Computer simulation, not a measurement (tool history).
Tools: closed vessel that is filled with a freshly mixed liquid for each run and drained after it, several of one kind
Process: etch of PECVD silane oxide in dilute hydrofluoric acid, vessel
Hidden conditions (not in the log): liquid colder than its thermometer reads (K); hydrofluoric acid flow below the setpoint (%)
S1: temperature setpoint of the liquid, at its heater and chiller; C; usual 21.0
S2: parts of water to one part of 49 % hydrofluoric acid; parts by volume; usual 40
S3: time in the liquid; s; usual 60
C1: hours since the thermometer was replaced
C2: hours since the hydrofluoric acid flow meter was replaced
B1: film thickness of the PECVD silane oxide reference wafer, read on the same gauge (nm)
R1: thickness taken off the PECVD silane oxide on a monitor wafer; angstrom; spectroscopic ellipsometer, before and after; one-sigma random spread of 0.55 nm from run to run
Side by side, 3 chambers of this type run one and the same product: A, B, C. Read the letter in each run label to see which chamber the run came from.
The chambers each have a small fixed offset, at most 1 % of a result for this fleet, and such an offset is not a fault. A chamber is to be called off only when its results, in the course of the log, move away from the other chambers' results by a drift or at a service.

run   hour    S1  S2  S3      C1      C2      B1       R1
 1B   12.1  21.0  40  60   907.9   250.2  120.01   685.81
 2C   21.7  21.0  40  60   934.6    27.0  119.98   689.30
 3A   32.6  21.0  40  60   412.3   718.6  119.97   704.76
 4B   39.3  21.0  40  60   935.1   277.4  120.00   693.52
 5A   49.2  21.0  40  60   428.9   735.2  120.01   680.48
 6C   56.4  21.0  40  60   969.3    61.7  119.99   692.72
 7C   63.5  21.0  40  40   976.4    68.8  119.99   451.18
 8A   73.6  21.0  40  40   453.3   759.6  120.01   456.82
 9B   80.4  21.0  40  40   976.2   318.5  119.99   451.76
10A   91.0  21.0  40  60   470.7   777.0  120.00   691.48
11C  100.3  21.0  40  60  1013.2   105.6  119.98   687.92
12B  113.6  21.0  30  45  1009.4   351.7  120.01   704.53
13B  122.4  21.0  30  45  1018.2   360.5  120.00   688.31
14A  129.5  21.0  30  45   509.2   815.5  120.01   694.24
15C  137.0  21.0  40  60  1049.9   142.3  119.99   682.57
16C  143.2  21.0  40  60  1056.1   148.5  120.01   678.43
17B  155.1  21.0  40  60  1050.9   393.2  120.00   684.92
18A  166.1  21.0  30  75   545.8   852.1  120.02  1169.80
19B  172.0  21.0  30  75  1067.8   410.1  119.99  1139.70
20A  178.7  21.0  30  75   558.4   864.7  120.00  1161.70
21C  187.4  21.0  40  60  1100.3   192.7  120.00   694.73
22C  196.0  18.5  40  30  1108.9   201.3  119.99   307.00
23A  205.2  18.5  40  30   584.9   891.2  120.01   307.51
24B  215.9  18.5  40  30  1111.7   454.0  119.99   309.99
25A  223.9  21.0  40  60   603.6   909.9  120.03   688.52
26B  237.3  21.0  40  60  1133.1   475.4  119.98   691.90
27C  246.6  21.0  40  60  1159.5   251.9  120.00   685.39
28C  253.6  21.0  40  60  1166.5   258.9  120.00   683.05
29B  260.5  21.0  40  45  1156.3   498.6  120.02   514.34
30A  268.1  21.0  40  45   647.8   954.1  119.99   522.21
31C  277.6  21.0  40  45  1190.5   282.9  120.01   516.18
32B  288.7  21.0  40  60  1184.5   526.8  120.00   689.23
33A  301.8  21.0  40  60   681.5   987.8  120.00   690.33
34C  308.4  21.0  40  60  1221.3   313.7  120.01   686.19
35A  320.3  21.0  40  60   700.0  1006.3  120.01   696.86
     326.1  -- chamber B: hydrofluoric acid flow meter replaced
36B  330.5  21.0  40  60  1226.3     4.4  120.00   682.08
37C  342.7  21.0  40  60  1255.6   348.0  119.99   685.51
38B  354.6  21.0  40  60  1250.4    28.5  120.00   687.07
     362.3  -- chamber C: thermometer replaced
39A  363.3  21.0  40  60   743.0  1049.3  120.01   699.61
40A  372.1  21.0  40  60   751.8  1058.1  119.98   684.80
41C  384.9  21.0  40  60    22.6   390.2  120.00   681.79
42B  392.6  21.0  40  60  1288.4    66.5  120.01   686.85
43A  404.6  21.0  40  60   784.3  1090.6  120.00   698.47

Next, every chamber runs the same settings. What will each give?
44A  414.2  21.0  40  60               ?
44B  414.2  21.0  40  60               ?
44C  414.2  21.0  40  60               ?

run      R1
44A  687.41
44B  689.54
44C  689.11
